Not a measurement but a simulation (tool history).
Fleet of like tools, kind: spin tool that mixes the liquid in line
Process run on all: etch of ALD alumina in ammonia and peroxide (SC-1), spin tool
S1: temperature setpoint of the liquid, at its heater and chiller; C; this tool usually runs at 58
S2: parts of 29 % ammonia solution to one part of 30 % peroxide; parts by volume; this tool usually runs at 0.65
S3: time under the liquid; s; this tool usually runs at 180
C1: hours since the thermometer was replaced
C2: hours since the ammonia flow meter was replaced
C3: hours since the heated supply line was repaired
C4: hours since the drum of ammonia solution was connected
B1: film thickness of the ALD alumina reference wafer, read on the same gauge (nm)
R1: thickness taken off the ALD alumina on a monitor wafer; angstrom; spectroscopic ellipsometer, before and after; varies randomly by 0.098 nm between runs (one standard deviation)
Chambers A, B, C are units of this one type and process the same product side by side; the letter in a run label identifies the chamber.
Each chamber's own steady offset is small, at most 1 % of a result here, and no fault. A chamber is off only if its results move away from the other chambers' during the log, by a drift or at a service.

run	hour	S1	S2	S3	C1	C2	C3	C4	B1	R1
1A	2.5	58	0.65	180	972.4	651.1	2183.2	26.1	59.97	125.86
2C	5.3	58	0.65	180	674.5	33.7	2051.5	108.4	59.961	123.78
3B	10.3	58	0.65	180	751.6	188.1	946.5	646.8	59.991	128.26
4A	12.7	58	0.65	180	982.6	661.3	2193.4	36.3	60.031	125.85
5B	16	58	0.65	180	757.3	193.8	952.2	652.5	59.989	126.36
6C	21	58	0.65	180	690.2	49.4	2067.2	124.1	60	124.11
7C	25.8	58	0.65	180	695	54.2	2072	128.9	60.025	126.52
8A	30.3	58	0.65	180	1000.2	678.9	2211	53.9	60.008	124.23
9B	35.2	58	0.65	180	776.5	213	971.4	671.7	60.015	127.27
10B	38.1	58	0.65	180	779.4	215.9	974.3	674.6	59.97	125.66
11A	42	58	0.65	110	1011.9	690.6	2222.7	65.6	59.975	77.122
# hour 46.1: chamber C: thermometer replaced
12C	47.1	58	0.65	110	1.1	75.5	2093.3	150.2	60.005	76.647
# hour 50.5: chamber C: heated supply line repaired
13B	52.5	58	0.65	110	793.8	230.3	988.7	689	60.012	77.874
14C	55	58	0.65	180	9	83.4	4.6	158.1	60.02	124.21
15A	58.8	58	0.65	180	1028.7	707.4	2239.5	82.4	60.016	125.57
16A	63.2	58	0.65	180	1033.1	711.8	2243.9	86.8	60.001	126.68
17C	67.3	58	0.65	135	21.3	95.7	16.9	170.4	60.016	94.282
18B	69.9	58	0.65	135	811.2	247.7	1006.1	706.4	59.997	96.18
19C	73.6	58	0.65	135	27.6	102	23.2	176.7	60.01	94.036
20A	77	58	0.65	180	1046.9	725.6	2257.7	100.6	59.977	124.58
21B	79.7	58	0.65	180	821	257.5	1015.9	716.2	60.006	128.72
22C	83	58	0.65	180	37	111.4	32.6	186.1	60.001	127.29
23B	85.7	58	0.65	180	827	263.5	1021.9	722.2	60.037	127.68
24A	88.1	58	0.65	180	1058	736.7	2268.8	111.7	59.975	124.15
25A	93.5	58	0.65	180	1063.4	742.1	2274.2	117.1	59.999	124.96
26B	98.1	58	0.65	260	839.4	275.9	1034.3	734.6	59.981	184.64
27C	100.5	58	0.65	260	54.5	128.9	50.1	203.6	60.03	181.62
28C	104.8	58	0.65	260	58.8	133.2	54.4	207.9	60.026	181.96
29A	107.2	58	0.65	180	1077.1	755.8	2287.9	130.8	59.985	123.33
30B	110.7	58	0.65	180	852	288.5	1046.9	747.2	59.983	130.47
31A	115.9	58	0.65	180	1085.8	764.5	2296.6	139.5	60.029	124.99
# hour 116.3: chamber C: new drum of ammonia solution connected
32C	118.5	58	0.65	180	72.5	146.9	68.1	2.2	59.988	123.96
33B	123.2	58	0.65	180	864.5	301	1059.4	759.7	59.989	131.18
34B	127.9	58	0.65	75	869.2	305.7	1064.1	764.4	60.015	54.786
35A	131.8	58	0.65	75	1101.7	780.4	2312.5	155.4	59.996	52.538
36C	135.9	58	0.65	75	89.9	164.3	85.5	19.6	59.995	52.429
37B	139	58	0.65	180	880.3	316.8	1075.2	775.5	59.998	132.27
38A	142.4	58	0.95	270	1112.3	791	2323.1	166	60.006	195.15
39C	147.3	58	0.95	270	101.3	175.7	96.9	31	60.002	196.19
40A	151.6	58	0.95	270	1121.5	800.2	2332.3	175.2	60.033	193.82
41B	156	58	0.65	180	897.3	333.8	1092.2	792.5	59.978	132.18

Is one chamber off against the others, does the gauge drift, or is nothing wrong? If a chamber is off, say which, and what the likeliest cause is.

Chamber B drifts away from the others.
Likeliest cause: liquid hotter than its thermometer reads (K) = 0.851.

Below are 4 candidate recipes for chamber B's next run, each the usual settings with a change, their results shown as question marks. Which of them brings B's results back in line with what the other chambers give on the usual settings?
In line means no further than this from the other chambers' mean on the usual settings: R1 3.4 angstrom
42B-1	159.9	57	0.65	180						?
42B-2	159.9	57	0.65	170						?
42B-3	159.9	58.5	0.65	185						?
42B-4	159.9	59	0.65	190						?

What the other chambers average on the usual settings: R1 125.77 angstrom
run	R1
42B-1	125.65
42B-2	118.67
42B-3	139.58
42B-4	147.17
42B-1 brings the chamber back in line.
